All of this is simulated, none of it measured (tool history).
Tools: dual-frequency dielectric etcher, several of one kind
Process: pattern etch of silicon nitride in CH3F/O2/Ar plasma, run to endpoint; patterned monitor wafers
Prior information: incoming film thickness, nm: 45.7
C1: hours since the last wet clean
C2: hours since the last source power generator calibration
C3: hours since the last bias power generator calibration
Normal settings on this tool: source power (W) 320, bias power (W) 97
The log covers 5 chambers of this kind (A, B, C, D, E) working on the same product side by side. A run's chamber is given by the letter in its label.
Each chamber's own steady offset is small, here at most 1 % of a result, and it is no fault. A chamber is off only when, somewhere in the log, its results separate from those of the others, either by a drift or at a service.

run 1D day=0.292 | source_power_(W)=320 bias_power_(W)=97 | C1=168.8 C2=243.1 C3=769.4 | endpoint_time_(s)=64.744
run 2C day=0.742 | source_power_(W)=320 bias_power_(W)=97 | C1=170.7 C2=933.8 C3=1629.3 | endpoint_time_(s)=63.965
run 3B day=1.042 | source_power_(W)=320 bias_power_(W)=97 | C1=142.2 C2=2128.1 C3=1483.3 | endpoint_time_(s)=64.383
run 4E day=1.479 | source_power_(W)=320 bias_power_(W)=97 | C1=154.8 C2=2208.1 C3=2735.7 | endpoint_time_(s)=63.794
run 5A day=1.833 | source_power_(W)=320 bias_power_(W)=97 | C1=55.8 C2=3580.7 C3=3671.3 | endpoint_time_(s)=63.843
run 6D day=2.375 | source_power_(W)=280 bias_power_(W)=97 | C1=218.8 C2=293.1 C3=819.4 | endpoint_time_(s)=68.263
run 7E day=2.850 | source_power_(W)=280 bias_power_(W)=97 | C1=187.7 C2=2241.0 C3=2768.6 | endpoint_time_(s)=68.011
run 8B day=3.400 | source_power_(W)=280 bias_power_(W)=97 | C1=198.8 C2=2184.7 C3=1539.9 | endpoint_time_(s)=68.059
run 9C day=3.738 | source_power_(W)=280 bias_power_(W)=97 | C1=242.6 C2=1005.7 C3=1701.2 | endpoint_time_(s)=67.867
run 10A day=4.242 | source_power_(W)=280 bias_power_(W)=97 | C1=113.6 C2=3638.5 C3=3729.1 | endpoint_time_(s)=67.834
run 11D day=4.538 | source_power_(W)=320 bias_power_(W)=97 | C1=270.7 C2=345.0 C3=871.3 | endpoint_time_(s)=64.947
run 12C day=4.846 | source_power_(W)=320 bias_power_(W)=97 | C1=269.2 C2=1032.3 C3=1727.8 | endpoint_time_(s)=63.936
run 13E day=5.171 | source_power_(W)=320 bias_power_(W)=97 | C1=243.4 C2=2296.7 C3=2824.3 | endpoint_time_(s)=63.856
run 14B day=5.538 | source_power_(W)=320 bias_power_(W)=97 | C1=250.1 C2=2236.0 C3=1591.2 | endpoint_time_(s)=64.448
run 15A day=5.904 | source_power_(W)=320 bias_power_(W)=97 | C1=153.5 C2=3678.4 C3=3769.0 | endpoint_time_(s)=64.195
run 16D day=6.312 | source_power_(W)=360 bias_power_(W)=82 | C1=313.3 C2=387.6 C3=913.9 | endpoint_time_(s)=66.093
run 17A day=6.629 | source_power_(W)=360 bias_power_(W)=82 | C1=170.9 C2=3695.8 C3=3786.4 | endpoint_time_(s)=65.291
run 18E day=7.000 | source_power_(W)=360 bias_power_(W)=82 | C1=287.3 C2=2340.6 C3=2868.2 | endpoint_time_(s)=65.319
-- day=7.017 chamber B: source power generator calibrated
run 19B day=7.446 | source_power_(W)=360 bias_power_(W)=82 | C1=295.9 C2=10.4 C3=1637.0 | endpoint_time_(s)=65.628
-- day=7.600 chamber A: source power generator calibrated
run 20C day=7.708 | source_power_(W)=360 bias_power_(W)=82 | C1=337.9 C2=1101.0 C3=1796.5 | endpoint_time_(s)=65.255
run 21E day=8.138 | source_power_(W)=320 bias_power_(W)=88 | C1=314.6 C2=2367.9 C3=2895.5 | endpoint_time_(s)=65.609
run 22B day=8.629 | source_power_(W)=320 bias_power_(W)=88 | C1=324.3 C2=38.8 C3=1665.4 | endpoint_time_(s)=67.416
run 23A day=8.929 | source_power_(W)=320 bias_power_(W)=88 | C1=226.1 C2=32.0 C3=3841.6 | endpoint_time_(s)=67.143
run 24D day=9.221 | source_power_(W)=320 bias_power_(W)=88 | C1=383.1 C2=457.4 C3=983.7 | endpoint_time_(s)=66.996
run 25C day=9.538 | source_power_(W)=320 bias_power_(W)=88 | C1=381.8 C2=1144.9 C3=1840.4 | endpoint_time_(s)=66.766
run 26E day=9.950 | source_power_(W)=320 bias_power_(W)=97 | C1=358.1 C2=2411.4 C3=2939.0 | endpoint_time_(s)=63.811
-- day=9.962 chamber A: bias power generator calibrated
run 27A day=10.446 | source_power_(W)=320 bias_power_(W)=97 | C1=262.5 C2=68.4 C3=11.6 | endpoint_time_(s)=64.502
run 28C day=10.704 | source_power_(W)=320 bias_power_(W)=97 | C1=409.8 C2=1172.9 C3=1868.4 | endpoint_time_(s)=64.286
run 29B day=11.154 | source_power_(W)=320 bias_power_(W)=97 | C1=384.9 C2=99.4 C3=1726.0 | endpoint_time_(s)=64.655
run 30D day=11.708 | source_power_(W)=320 bias_power_(W)=97 | C1=442.8 C2=517.1 C3=1043.4 | endpoint_time_(s)=64.834
run 31A day=12.196 | source_power_(W)=270 bias_power_(W)=97 | C1=304.5 C2=110.4 C3=53.6 | endpoint_time_(s)=68.010
run 32C day=12.588 | source_power_(W)=270 bias_power_(W)=97 | C1=455.0 C2=1218.1 C3=1913.6 | endpoint_time_(s)=68.254
run 33D day=13.004 | source_power_(W)=270 bias_power_(W)=97 | C1=473.9 C2=548.2 C3=1074.5 | endpoint_time_(s)=69.244
run 34E day=13.496 | source_power_(W)=270 bias_power_(W)=97 | C1=443.2 C2=2496.5 C3=3024.1 | endpoint_time_(s)=67.711
run 35B day=13.854 | source_power_(W)=270 bias_power_(W)=97 | C1=449.7 C2=164.2 C3=1790.8 | endpoint_time_(s)=68.897
run 36B day=14.304 | source_power_(W)=280 bias_power_(W)=97 | C1=460.5 C2=175.0 C3=1801.6 | endpoint_time_(s)=67.904
-- day=14.562 chamber B: wet clean of the chamber
run 37A day=14.658 | source_power_(W)=280 bias_power_(W)=97 | C1=363.6 C2=169.5 C3=112.7 | endpoint_time_(s)=67.229
run 38D day=14.938 | source_power_(W)=280 bias_power_(W)=97 | C1=520.3 C2=594.6 C3=1120.9 | endpoint_time_(s)=68.009
run 39E day=15.217 | source_power_(W)=280 bias_power_(W)=97 | C1=484.5 C2=2537.8 C3=3065.4 | endpoint_time_(s)=67.536
-- day=15.788 chamber C: wet clean of the chamber
run 40C day=15.804 | source_power_(W)=280 bias_power_(W)=97 | C1=0.4 C2=1295.3 C3=1990.8 | endpoint_time_(s)=66.941
run 41E day=16.142 | source_power_(W)=320 bias_power_(W)=97 | C1=506.7 C2=2560.0 C3=3087.6 | endpoint_time_(s)=63.905
run 42A day=16.642 | source_power_(W)=320 bias_power_(W)=97 | C1=411.2 C2=217.1 C3=160.3 | endpoint_time_(s)=64.168
run 43C day=17.058 | source_power_(W)=320 bias_power_(W)=97 | C1=30.5 C2=1325.4 C3=2020.9 | endpoint_time_(s)=64.100
run 44B day=17.404 | source_power_(W)=320 bias_power_(W)=97 | C1=68.3 C2=249.4 C3=1876.0 | endpoint_time_(s)=64.221

Decide between three cases: one chamber stands off from its peers, the gauge reading all wafers drifts, or nothing is wrong past each chamber's small offset. Where a chamber is off, say which and what most likely put it there.

No chamber is off and the gauge is stable; the differences are just each chamber's small, constant offset.
